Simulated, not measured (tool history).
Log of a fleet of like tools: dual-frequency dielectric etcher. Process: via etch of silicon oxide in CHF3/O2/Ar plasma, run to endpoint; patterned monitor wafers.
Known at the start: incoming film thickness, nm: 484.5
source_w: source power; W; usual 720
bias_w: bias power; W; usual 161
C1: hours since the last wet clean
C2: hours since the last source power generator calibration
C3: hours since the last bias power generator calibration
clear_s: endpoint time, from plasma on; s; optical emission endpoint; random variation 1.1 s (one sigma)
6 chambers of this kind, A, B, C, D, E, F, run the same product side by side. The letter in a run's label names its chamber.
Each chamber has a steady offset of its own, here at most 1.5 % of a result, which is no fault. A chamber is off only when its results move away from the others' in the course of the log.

run 1E hour=4 | source_w=720 bias_w=161 | C1=450.3 C2=765.5 C3=1789.3 | clear_s=236.31
run 2A hour=10.2 | source_w=720 bias_w=161 | C1=282.1 C2=2784.4 C3=971 | clear_s=239.96
run 3D hour=13.6 | source_w=720 bias_w=161 | C1=425.8 C2=1953.4 C3=142.2 | clear_s=235.65
run 4C hour=18.9 | source_w=720 bias_w=161 | C1=92.4 C2=1601.6 C3=1258.5 | clear_s=235.07
run 5F hour=24.8 | source_w=720 bias_w=133 | C1=366.8 C2=3663.9 C3=483.6 | clear_s=249.99
run 6B hour=29.1 | source_w=720 bias_w=133 | C1=98.2 C2=3061.2 C3=1832.2 | clear_s=255.2
run 7A hour=35 | source_w=720 bias_w=133 | C1=306.9 C2=2809.2 C3=995.8 | clear_s=253.56
run 8E hour=39.6 | source_w=720 bias_w=133 | C1=485.9 C2=801.1 C3=1824.9 | clear_s=252.7
run 9C hour=44.8 | source_w=720 bias_w=133 | C1=118.3 C2=1627.5 C3=1284.4 | clear_s=250.91
run 10D hour=49.6 | source_w=720 bias_w=133 | C1=461.8 C2=1989.4 C3=178.2 | clear_s=249.2
-- hour=51.3 chamber E: wet clean of the chamber
run 11F hour=52.9 | source_w=720 bias_w=161 | C1=394.9 C2=3692 C3=511.7 | clear_s=239.26
run 12B hour=56.3 | source_w=720 bias_w=161 | C1=125.4 C2=3088.4 C3=1859.4 | clear_s=237.22
run 13D hour=60.6 | source_w=720 bias_w=161 | C1=472.8 C2=2000.4 C3=189.2 | clear_s=235.28
run 14F hour=64.7 | source_w=720 bias_w=161 | C1=406.7 C2=3703.8 C3=523.5 | clear_s=237.79
-- hour=65.9 chamber B: bias power generator calibrated
run 15C hour=69.8 | source_w=720 bias_w=161 | C1=143.3 C2=1652.5 C3=1309.4 | clear_s=235.76
run 16E hour=73.5 | source_w=720 bias_w=161 | C1=22.2 C2=835 C3=1858.8 | clear_s=235.93
run 17B hour=79.5 | source_w=720 bias_w=161 | C1=148.6 C2=3111.6 C3=13.6 | clear_s=234.81
run 18A hour=84.9 | source_w=720 bias_w=161 | C1=356.8 C2=2859.1 C3=1045.7 | clear_s=235.78
run 19C hour=91.2 | source_w=720 bias_w=161 | C1=164.7 C2=1673.9 C3=1330.8 | clear_s=235
run 20F hour=94.7 | source_w=720 bias_w=161 | C1=436.7 C2=3733.8 C3=553.5 | clear_s=237.07
run 21A hour=97.5 | source_w=720 bias_w=161 | C1=369.4 C2=2871.7 C3=1058.3 | clear_s=236.19
run 22D hour=101.3 | source_w=720 bias_w=161 | C1=513.5 C2=2041.1 C3=229.9 | clear_s=236.04
run 23E hour=105.6 | source_w=720 bias_w=161 | C1=54.3 C2=867.1 C3=1890.9 | clear_s=235.49
-- hour=107.5 chamber D: wet clean of the chamber
run 24B hour=111 | source_w=720 bias_w=161 | C1=180.1 C2=3143.1 C3=45.1 | clear_s=232.91
run 25F hour=115.9 | source_w=720 bias_w=161 | C1=457.9 C2=3755 C3=574.7 | clear_s=237.14
run 26B hour=118.9 | source_w=720 bias_w=143 | C1=188 C2=3151 C3=53 | clear_s=240.49
run 27A hour=122.9 | source_w=720 bias_w=143 | C1=394.8 C2=2897.1 C3=1083.7 | clear_s=245.72
run 28C hour=128.3 | source_w=720 bias_w=143 | C1=201.8 C2=1711 C3=1367.9 | clear_s=243.8
run 29D hour=133.8 | source_w=720 bias_w=143 | C1=26.3 C2=2073.6 C3=262.4 | clear_s=246.04
run 30E hour=136.9 | source_w=720 bias_w=143 | C1=85.6 C2=898.4 C3=1922.2 | clear_s=246.85
run 31C hour=141.5 | source_w=720 bias_w=143 | C1=215 C2=1724.2 C3=1381.1 | clear_s=247.57
run 32E hour=146.2 | source_w=720 bias_w=161 | C1=94.9 C2=907.7 C3=1931.5 | clear_s=236.7
run 33A hour=150.6 | source_w=720 bias_w=131 | C1=422.5 C2=2924.8 C3=1111.4 | clear_s=253.57
run 34D hour=153.6 | source_w=720 bias_w=131 | C1=46.1 C2=2093.4 C3=282.2 | clear_s=251.03
-- hour=155.8 chamber D: source power generator calibrated
run 35B hour=158.3 | source_w=720 bias_w=131 | C1=227.4 C2=3190.4 C3=92.4 | clear_s=245.38
run 36F hour=162.9 | source_w=720 bias_w=131 | C1=504.9 C2=3802 C3=621.7 | clear_s=253.58
run 37B hour=168.3 | source_w=720 bias_w=131 | C1=237.4 C2=3200.4 C3=102.4 | clear_s=244.03
run 38C hour=173.4 | source_w=720 bias_w=131 | C1=246.9 C2=1756.1 C3=1413 | clear_s=251.48
run 39F hour=177.7 | source_w=720 bias_w=161 | C1=519.7 C2=3816.8 C3=636.5 | clear_s=237.65
run 40D hour=182.5 | source_w=720 bias_w=161 | C1=75 C2=26.7 C3=311.1 | clear_s=233.52

What goes on in this fleet: one chamber off, a drifting gauge, or nothing beyond the chambers' own small offsets? Name the chamber and the cause, if any.

Chamber B drifts away from the others.
Cause: etch rate over this chamber's usual, % = 5.15.

Here are 4 candidates for chamber B's next run, each the usual settings with a change, their results left as question marks. Which one brings its results back in line with what the others give on the usual settings?
In line means no further than this from the other chambers' mean on the usual settings: clear_s 4 s
run 41B-1 hour=187 | source_w=760 bias_w=168 | clear_s=?
run 41B-2 hour=187 | source_w=650 bias_w=148 | clear_s=?
run 41B-3 hour=187 | source_w=840 bias_w=161 | clear_s=?
run 41B-4 hour=187 | source_w=680 bias_w=154 | clear_s=?

The other chambers' mean on the usual settings: clear_s 236.41 s
run=41B-1 clear_s=219.72
run=41B-2 clear_s=242.93
run=41B-3 clear_s=214.36
run=41B-4 clear_s=235.76
41B-4 brings the chamber back in line.

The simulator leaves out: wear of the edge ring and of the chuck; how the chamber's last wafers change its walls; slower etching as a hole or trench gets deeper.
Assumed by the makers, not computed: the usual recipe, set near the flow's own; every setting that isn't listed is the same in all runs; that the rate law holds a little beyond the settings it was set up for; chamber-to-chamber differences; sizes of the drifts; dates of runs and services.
